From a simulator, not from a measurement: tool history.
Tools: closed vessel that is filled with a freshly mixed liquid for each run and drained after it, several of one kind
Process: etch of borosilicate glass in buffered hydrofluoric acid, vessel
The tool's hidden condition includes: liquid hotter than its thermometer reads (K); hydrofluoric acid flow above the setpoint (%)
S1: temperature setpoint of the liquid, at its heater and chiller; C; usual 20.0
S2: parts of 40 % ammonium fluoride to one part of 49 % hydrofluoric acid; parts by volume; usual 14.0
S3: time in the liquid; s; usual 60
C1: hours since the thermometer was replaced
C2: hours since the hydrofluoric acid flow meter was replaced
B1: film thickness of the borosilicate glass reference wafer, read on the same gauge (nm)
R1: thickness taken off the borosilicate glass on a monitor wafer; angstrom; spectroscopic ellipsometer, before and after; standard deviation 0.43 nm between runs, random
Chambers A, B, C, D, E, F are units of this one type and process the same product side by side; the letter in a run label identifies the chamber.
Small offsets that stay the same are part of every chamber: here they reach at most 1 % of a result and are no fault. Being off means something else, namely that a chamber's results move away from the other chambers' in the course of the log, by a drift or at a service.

run    day    S1    S2  S3      C1      C2      B1      R1
 1A  0.254  20.0  14.0  60  1758.7   103.0  59.983  431.93
 2B  0.479  20.0  14.0  60   544.9   285.9  60.002  429.52
 3C  0.717  20.0  14.0  60  1430.0   892.0  60.031  420.47
 4E  0.904  20.0  14.0  60   519.2   231.1  60.017  434.37
 5D  1.088  20.0  14.0  60   925.5  1493.5  59.998  428.16
 6F  1.221  20.0  14.0  60   654.4  1012.3  60.018  433.20
 7B  1.358  20.0  14.0  60   566.0   307.0  59.987  438.38
 8D  1.546  20.0  14.0  60   936.5  1504.5  60.012  432.47
 9F  1.754  20.0  14.0  60   667.2  1025.1  60.046  440.27
10C  1.938  20.0  14.0  60  1459.3   921.3  60.022  434.14
     1.954  -- chamber C: thermometer replaced
11E  2.167  20.0  14.0  60   549.5   261.4  59.964  434.34
12A  2.367  20.0  14.0  60  1809.4   153.7  59.984  434.89
13E  2.592  20.0  14.0  60   559.7   271.6  59.996  438.17
14D  2.833  20.0   9.0  60   967.4  1535.4  60.031  655.63
15A  3.000  20.0   9.0  60  1824.6   168.9  60.002  648.16
16C  3.125  20.0   9.0  60    28.2   949.8  59.992  654.19
17B  3.338  20.0   9.0  60   613.5   354.5  59.997  650.49
18F  3.554  20.0   9.0  60   710.4  1068.3  60.011  667.13
19E  3.717  20.0   9.0  60   586.7   298.6  59.974  645.74
20B  3.867  20.0  14.0  60   626.2   367.2  59.999  420.60
     3.883  -- chamber E: thermometer replaced
21F  3.979  20.0  14.0  60   720.6  1078.5  59.970  450.13
22C  4.142  20.0  14.0  60    52.6   974.2  60.007  430.72
23D  4.396  20.0  14.0  60  1004.9  1572.9  59.974  435.16
24A  4.508  20.0  14.0  60  1860.8   205.1  60.051  442.77
25B  4.646  20.0  14.0  60   644.9   385.9  60.010  423.39
26D  4.796  20.0  14.0  60  1014.5  1582.5  59.964  436.83
27E  4.908  20.0  14.0  60    24.7   327.2  60.014  432.91
28C  5.146  20.0  14.0  60    76.7   998.3  60.046  433.16
29A  5.312  20.0  14.0  60  1880.1   224.4  59.979  440.32
30F  5.475  20.0  14.0  60   756.5  1114.4  59.991  474.14
31B  5.667  20.0  14.0  60   669.4   410.4  59.990  428.03
32C  5.788  20.0  14.0  60    92.1  1013.7  59.985  436.05
33E  5.962  20.0  14.0  60    50.0   352.5  59.946  434.91
34A  6.138  20.0  14.0  60  1899.9   244.2  59.980  440.96
35F  6.246  20.0  14.0  60   775.0  1132.9  59.987  471.54
36D  6.500  17.5  18.0  60  1055.4  1623.4  59.993  295.54
37D  6.629  17.5  18.0  60  1058.5  1626.5  60.012  296.88

Each of the 6 chambers runs these same settings next. Fill in every chamber's results:
38A  6.812  20.0  17.5  60               ?
38B  6.812  20.0  17.5  60               ?
38C  6.812  20.0  17.5  60               ?
38D  6.812  20.0  17.5  60               ?
38E  6.812  20.0  17.5  60               ?
38F  6.812  20.0  17.5  60               ?

run      R1
38A  349.81
38B  341.93
38C  344.61
38D  346.98
38E  346.00
38F  382.67
